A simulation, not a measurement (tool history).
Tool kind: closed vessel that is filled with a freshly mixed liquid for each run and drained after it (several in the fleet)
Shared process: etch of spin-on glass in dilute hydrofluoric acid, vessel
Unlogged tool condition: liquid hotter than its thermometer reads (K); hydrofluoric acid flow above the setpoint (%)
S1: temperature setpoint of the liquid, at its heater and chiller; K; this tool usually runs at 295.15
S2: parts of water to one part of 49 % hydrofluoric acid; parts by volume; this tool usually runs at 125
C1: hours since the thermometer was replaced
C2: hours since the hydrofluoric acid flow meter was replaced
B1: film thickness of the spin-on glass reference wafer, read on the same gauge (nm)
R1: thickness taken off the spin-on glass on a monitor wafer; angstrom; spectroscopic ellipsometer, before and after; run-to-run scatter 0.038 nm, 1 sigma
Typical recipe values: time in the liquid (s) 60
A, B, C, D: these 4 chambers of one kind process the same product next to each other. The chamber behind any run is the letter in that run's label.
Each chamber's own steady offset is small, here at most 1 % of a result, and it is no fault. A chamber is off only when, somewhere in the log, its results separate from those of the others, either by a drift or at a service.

Run 1A, hour 8.1: usual settings; C1 1526.1; C2 180.2; B1 110.01. Result: R1 88.354 angstrom.
Run 2B, hour 13.7: usual settings; C1 715.9; C2 1088.6; B1 110. Result: R1 89.751 angstrom.
Run 3D, hour 22.9: usual settings; C1 322.6; C2 692.7; B1 109.99. Result: R1 89.135 angstrom.
Run 4C, hour 32.7: usual settings; C1 2769.1; C2 250.3; B1 110. Result: R1 88.741 angstrom.
Run 5A, hour 40.8: usual settings; C1 1558.8; C2 212.9; B1 110. Result: R1 88.734 angstrom.
Run 6B, hour 47.7: usual settings but S1 297.65 K, time in the liquid (s) 40; C1 749.9; C2 1122.6; B1 110. Result: R1 66.188 angstrom.
Run 7C, hour 57.5: usual settings but S1 297.65 K, time in the liquid (s) 40; C1 2793.9; C2 275.1; B1 110.03. Result: R1 65.396 angstrom.
Run 8D, hour 62.1: usual settings but S1 297.65 K, time in the liquid (s) 40; C1 361.8; C2 731.9; B1 110. Result: R1 65.117 angstrom.
At hour 69: chamber C: thermometer replaced.
Run 9B, hour 69: usual settings but S1 297.65 K, time in the liquid (s) 40; C1 771.2; C2 1143.9; B1 110. Result: R1 65.833 angstrom.
Run 10C, hour 76.1: usual settings; C1 7.1; C2 293.7; B1 109.99. Result: R1 89.371 angstrom.
Run 11A, hour 82.8: usual settings; C1 1600.8; C2 254.9; B1 110. Result: R1 89.388 angstrom.
Run 12D, hour 89.1: usual settings; C1 388.8; C2 758.9; B1 109.97. Result: R1 89.104 angstrom.
Run 13D, hour 98.9: usual settings; C1 398.6; C2 768.7; B1 110.01. Result: R1 88.848 angstrom.
Run 14A, hour 109.4: usual settings; C1 1627.4; C2 281.5; B1 110. Result: R1 88.525 angstrom.
Run 15B, hour 119.9: usual settings; C1 822.1; C2 1194.8; B1 109.96. Result: R1 90.117 angstrom.
Run 16C, hour 126.6: usual settings; C1 57.6; C2 344.2; B1 110. Result: R1 88.94 angstrom.
Run 17A, hour 134.8: usual settings but S2 150 parts by volume, time in the liquid (s) 30; C1 1652.8; C2 306.9; B1 110.03. Result: R1 36.049 angstrom.
Run 18D, hour 139.9: usual settings but S2 150 parts by volume, time in the liquid (s) 30; C1 439.6; C2 809.7; B1 109.97. Result: R1 36.039 angstrom.
At hour 145.7: chamber B: hydrofluoric acid flow meter replaced.
Run 19C, hour 149.2: usual settings but S2 150 parts by volume, time in the liquid (s) 30; C1 80.2; C2 366.8; B1 110.01. Result: R1 36.09 angstrom.
Run 20B, hour 157.8: usual settings but S2 150 parts by volume, time in the liquid (s) 30; C1 860; C2 12.1; B1 110.02. Result: R1 36.448 angstrom.
At hour 167.2: chamber C: hydrofluoric acid flow meter replaced.
Run 21A, hour 168.4: usual settings; C1 1686.4; C2 340.5; B1 109.98. Result: R1 88.848 angstrom.
Run 22D, hour 178.5: usual settings; C1 478.2; C2 848.3; B1 109.99. Result: R1 89.031 angstrom.
Run 23B, hour 188.6: usual settings; C1 890.8; C2 42.9; B1 109.99. Result: R1 90.584 angstrom.
Run 24C, hour 198.1: usual settings; C1 129.1; C2 31; B1 110.02. Result: R1 89.459 angstrom.
Run 25A, hour 208.4: usual settings; C1 1726.4; C2 380.5; B1 110.01. Result: R1 88.646 angstrom.
Run 26D, hour 214.7: usual settings; C1 514.4; C2 884.5; B1 109.99. Result: R1 89.137 angstrom.
Run 27C, hour 221.2: usual settings; C1 152.2; C2 54.1; B1 110.03. Result: R1 89.697 angstrom.
Run 28B, hour 229.8: usual settings; C1 932; C2 84.1; B1 109.99. Result: R1 90.52 angstrom.
Run 29B, hour 236.2: usual settings; C1 938.4; C2 90.5; B1 109.98. Result: R1 90.394 angstrom.

Which is it: a chamber that has drifted or been left off by a service, a gauge drift common to all chambers, or only each chamber's usual small offset? If a chamber is off, name it and its likeliest cause.

No chamber is off and the gauge is stable; the differences are just each chamber's small, constant offset.

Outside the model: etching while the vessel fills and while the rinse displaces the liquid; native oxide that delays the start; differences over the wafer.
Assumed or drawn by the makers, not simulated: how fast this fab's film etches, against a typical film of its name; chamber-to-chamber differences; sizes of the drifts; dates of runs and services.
